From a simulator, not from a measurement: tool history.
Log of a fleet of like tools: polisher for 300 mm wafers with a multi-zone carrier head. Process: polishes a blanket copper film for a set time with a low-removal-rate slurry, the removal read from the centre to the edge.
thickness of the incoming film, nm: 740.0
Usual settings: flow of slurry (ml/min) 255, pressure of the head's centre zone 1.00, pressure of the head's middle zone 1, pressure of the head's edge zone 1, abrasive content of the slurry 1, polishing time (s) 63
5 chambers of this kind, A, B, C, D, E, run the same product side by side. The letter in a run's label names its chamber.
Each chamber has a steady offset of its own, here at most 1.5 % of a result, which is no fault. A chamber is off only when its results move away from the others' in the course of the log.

run,day,flow of slurry (ml/min),pressure of the head's centre zone,pressure of the head's middle zone,pressure of the head's edge zone,abrasive content of the slurry,polishing time (s),film removed at the wafer's centre (angstrom),film removed at mid-radius (angstrom),film removed at the wafer's edge (angstrom)
1A,0.229,255,1.00,1,1,1,63,2888.9,2886.9,2853.5
# day 0.358: chamber A: worn pad replaced by a new one
2B,0.479,255,1.00,1,1,1,63,2865.7,2907.1,2905.3
3D,0.754,255,1.00,1,1,1,63,2791.9,2835.4,2795.7
# day 0.788: chamber A: slurry nozzle cleaned
# day 1.058: chamber C: worn pad replaced by a new one
4C,1.112,255,1.00,1,1,1,63,2851.0,2867.8,2827.3
# day 1.196: chamber D: slurry nozzle cleaned
# day 1.242: chamber A: edge zone pressure recalibrated
5E,1.500,255,1.00,1,1,1,63,2854.9,2928.7,2921.1
# day 1.779: chamber B: worn pad replaced by a new one
6B,1.804,255,1.00,1,1,1,63,2832.2,2909.7,2982.1
7D,2.108,255,1.00,1,1,1,63,2836.1,2864.6,2916.9
# day 2.350: chamber D: worn pad replaced by a new one
8A,2.408,255,1.00,1,1,1,63,2884.3,2875.7,2868.5
9C,2.625,255,1.00,1,1,1,63,2857.6,2864.5,2873.4
10E,2.867,255,1.00,1,1,1,63,2849.0,2895.8,2849.0
11D,3.192,255,1.00,1,1,1,63,2845.9,2823.4,2904.1
12A,3.533,255,1.00,1,1,1,63,2871.1,2902.4,2853.7
# day 3.754: chamber D: centre zone pressure recalibrated
13C,3.779,255,1.00,1,1,1,63,2789.5,2840.4,2832.5
14B,4.088,255,1.00,1,1,1,63,2810.8,2822.3,2915.1
15E,4.275,255,1.00,1,1,1,63,2829.8,2873.5,2878.0
# day 4.521: chamber C: slurry nozzle cleaned
16B,4.571,255,1.00,1,1,1,63,2883.8,2833.0,2935.8
17E,4.912,175,1.00,1,1,1,45,1962.9,1931.9,1995.5
18C,5.254,175,1.00,1,1,1,45,1892.2,1944.5,1962.3
19A,5.454,175,1.00,1,1,1,45,1956.4,1928.9,1940.8
# day 5.658: chamber C: centre zone pressure recalibrated
20D,5.796,175,1.00,1,1,1,45,1872.1,1918.1,1962.5
21A,6.096,175,1.00,1,1,1,45,1926.5,1961.2,2008.1
22B,6.425,255,1.00,1,1,1,63,2867.8,2846.4,2879.9
# day 6.446: chamber D: worn pad replaced by a new one
23D,6.704,255,1.00,1,1,1,63,2877.1,2848.2,2861.9
# day 6.896: chamber E: worn pad replaced by a new one
24E,6.979,255,1.00,1,1,1,63,2844.8,2880.6,2878.8
25C,7.208,255,1.00,1,1,1,63,2531.5,2875.4,2819.6
26C,7.483,255,1.00,1,1,1,63,2563.2,2897.0,2861.7
27D,7.867,255,1.00,1,1,1,63,2814.8,2856.9,2849.3
# day 8.000: chamber A: worn pad replaced by a new one
28A,8.250,255,1.00,1,1,1,63,2845.4,2911.0,2882.5
29E,8.508,255,1.00,1,1,1,63,2848.2,2890.3,2867.9
# day 8.721: chamber B: worn pad replaced by a new one
30B,8.871,255,1.00,1,1,1,63,2850.0,2874.6,2885.7
31B,9.142,255,1.00,1,1,1,63,2841.1,2862.9,2899.7
# day 9.225: chamber C: worn pad replaced by a new one
32E,9.542,255,1.00,1,1,1,63,2900.0,2915.0,2859.8
33C,9.846,255,1.00,1,1,1,63,2537.5,2864.7,2804.5
34A,10.029,255,1.00,1,1,1,63,2888.5,2894.3,2864.4
35D,10.333,255,1.00,1,1,1,63,2860.1,2834.7,2858.8
36E,10.517,320,1.04,1,1,1,63,3027.9,2965.7,2892.9
# day 10.658: chamber D: worn pad replaced by a new one
37C,10.825,320,1.04,1,1,1,63,2713.0,2901.3,2830.8
38B,11.062,320,1.04,1,1,1,63,3007.2,2915.6,2999.0
39A,11.388,320,1.04,1,1,1,63,3131.4,2905.7,2882.0
40D,11.758,320,1.04,1,1,1,63,3053.0,2964.5,2951.1
41E,11.971,255,1.00,1,1,1,63,2835.1,2860.8,2936.6

What goes on in this fleet: one chamber off, a drifting gauge, or nothing beyond the chambers' own small offsets? Name the chamber and the cause, if any.

A service left chamber C off against the others.
Cause: centre zone's pressure below its setpoint, % = 9.56.

Here are 4 candidates for chamber C's next run, each the usual settings with a change, their results left as question marks. Which one brings its results back in line with what the others give on the usual settings?
In line means no further than this from the other chambers' mean on the usual settings: film removed at the wafer's centre (angstrom) 86.0; film removed at mid-radius (angstrom) 74.0; film removed at the wafer's edge (angstrom) 110.0
42C-1,12.258,255,0.98,1.01,1.01,1,62,?,?,?
42C-2,12.258,255,1.02,0.99,0.99,1,64,?,?,?
42C-3,12.258,260,1.08,0.97,0.98,1,65,?,?,?
42C-4,12.258,250,0.93,1.03,1.02,1,61,?,?,?

The other chambers' mean on the usual settings: film removed at the wafer's centre (angstrom) 2852.4; film removed at mid-radius (angstrom) 2869.9; film removed at the wafer's edge (angstrom) 2880.0
run,film removed at the wafer's centre (angstrom),film removed at mid-radius (angstrom),film removed at the wafer's edge (angstrom)
42C-1,2443.3,2846.2,2790.2
42C-2,2637.6,2884.9,2850.5
42C-3,2862.1,2882.2,2885.3
42C-4,2260.3,2844.5,2754.0
42C-3 brings the chamber back in line.
